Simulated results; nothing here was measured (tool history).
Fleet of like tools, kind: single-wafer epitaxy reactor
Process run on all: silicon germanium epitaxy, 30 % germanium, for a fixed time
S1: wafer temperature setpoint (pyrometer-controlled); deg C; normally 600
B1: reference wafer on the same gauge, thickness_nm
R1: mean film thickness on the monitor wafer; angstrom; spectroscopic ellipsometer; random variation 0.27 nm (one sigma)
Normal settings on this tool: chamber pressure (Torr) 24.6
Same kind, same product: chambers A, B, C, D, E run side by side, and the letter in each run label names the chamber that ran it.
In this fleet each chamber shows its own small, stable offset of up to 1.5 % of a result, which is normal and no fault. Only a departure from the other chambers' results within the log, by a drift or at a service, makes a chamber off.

run 1E hour=3 | S1=600 chamber_pressure_(Torr)=24.6 | B1=66.284 | R1=643.13
run 2A hour=7.1 | S1=600 chamber_pressure_(Torr)=24.6 | B1=66.422 | R1=646.77
run 3B hour=11.7 | S1=600 chamber_pressure_(Torr)=24.6 | B1=66.438 | R1=649.01
run 4C hour=15.4 | S1=600 chamber_pressure_(Torr)=24.6 | B1=66.429 | R1=641.26
run 5D hour=17.8 | S1=600 chamber_pressure_(Torr)=24.6 | B1=66.354 | R1=637.2
run 6B hour=22.6 | S1=600 chamber_pressure_(Torr)=24.6 | B1=66.402 | R1=650.41
run 7A hour=26.2 | S1=600 chamber_pressure_(Torr)=24.6 | B1=66.34 | R1=642.23
run 8D hour=30.8 | S1=600 chamber_pressure_(Torr)=24.6 | B1=66.399 | R1=641.57
run 9C hour=34.4 | S1=600 chamber_pressure_(Torr)=24.6 | B1=66.371 | R1=641.86
run 10E hour=39.2 | S1=600 chamber_pressure_(Torr)=24.6 | B1=66.429 | R1=641.11
run 11B hour=43.1 | S1=600 chamber_pressure_(Torr)=24.6 | B1=66.344 | R1=647.73
run 12C hour=47.3 | S1=600 chamber_pressure_(Torr)=24.6 | B1=66.432 | R1=637.76
run 13E hour=50.9 | S1=600 chamber_pressure_(Torr)=24.6 | B1=66.402 | R1=640.31
run 14D hour=54.4 | S1=600 chamber_pressure_(Torr)=24.6 | B1=66.424 | R1=643.69
run 15A hour=59.6 | S1=600 chamber_pressure_(Torr)=24.6 | B1=66.395 | R1=639.82
run 16A hour=65 | S1=600 chamber_pressure_(Torr)=24.6 | B1=66.346 | R1=644.1
run 17B hour=69.8 | S1=600 chamber_pressure_(Torr)=24.6 | B1=66.316 | R1=647.72
run 18D hour=74.2 | S1=600 chamber_pressure_(Torr)=24.6 | B1=66.368 | R1=643.63
run 19C hour=77.7 | S1=600 chamber_pressure_(Torr)=24.6 | B1=66.358 | R1=634.68
run 20E hour=81.1 | S1=600 chamber_pressure_(Torr)=24.6 | B1=66.393 | R1=639.94
run 21B hour=85.2 | S1=614 chamber_pressure_(Torr)=28.8 | B1=66.432 | R1=888.59
run 22E hour=90.4 | S1=614 chamber_pressure_(Torr)=28.8 | B1=66.383 | R1=872.28
run 23D hour=94.6 | S1=614 chamber_pressure_(Torr)=28.8 | B1=66.413 | R1=870.26
run 24C hour=98.5 | S1=614 chamber_pressure_(Torr)=28.8 | B1=66.433 | R1=874.37
run 25A hour=101.4 | S1=614 chamber_pressure_(Torr)=28.8 | B1=66.449 | R1=884.11
run 26E hour=105.6 | S1=600 chamber_pressure_(Torr)=24.6 | B1=66.326 | R1=637.39
run 27A hour=109.6 | S1=611 chamber_pressure_(Torr)=29.4 | B1=66.337 | R1=840.25
run 28D hour=112.5 | S1=611 chamber_pressure_(Torr)=29.4 | B1=66.36 | R1=838.44
run 29B hour=116.2 | S1=611 chamber_pressure_(Torr)=29.4 | B1=66.429 | R1=849.67
run 30C hour=119.2 | S1=611 chamber_pressure_(Torr)=29.4 | B1=66.439 | R1=844.43
run 31D hour=122.8 | S1=611 chamber_pressure_(Torr)=29.4 | B1=66.382 | R1=829.53
run 32C hour=125.7 | S1=600 chamber_pressure_(Torr)=24.6 | B1=66.372 | R1=638.25
run 33E hour=128.5 | S1=600 chamber_pressure_(Torr)=24.6 | B1=66.352 | R1=639.6
run 34B hour=132 | S1=600 chamber_pressure_(Torr)=24.6 | B1=66.44 | R1=651.95
run 35A hour=136.6 | S1=600 chamber_pressure_(Torr)=24.6 | B1=66.419 | R1=640.76
run 36D hour=139 | S1=600 chamber_pressure_(Torr)=24.6 | B1=66.397 | R1=643.33
run 37E hour=144.3 | S1=600 chamber_pressure_(Torr)=24.6 | B1=66.401 | R1=638.77

Read the log: is a single chamber off, either drifting away or since a service, is the gauge that measures every chamber drifting, or is nothing wrong beyond small per-chamber offsets? Name any odd chamber and what most likely caused it.

Nothing is wrong: each chamber keeps only its own small, steady offset and the gauge holds still.
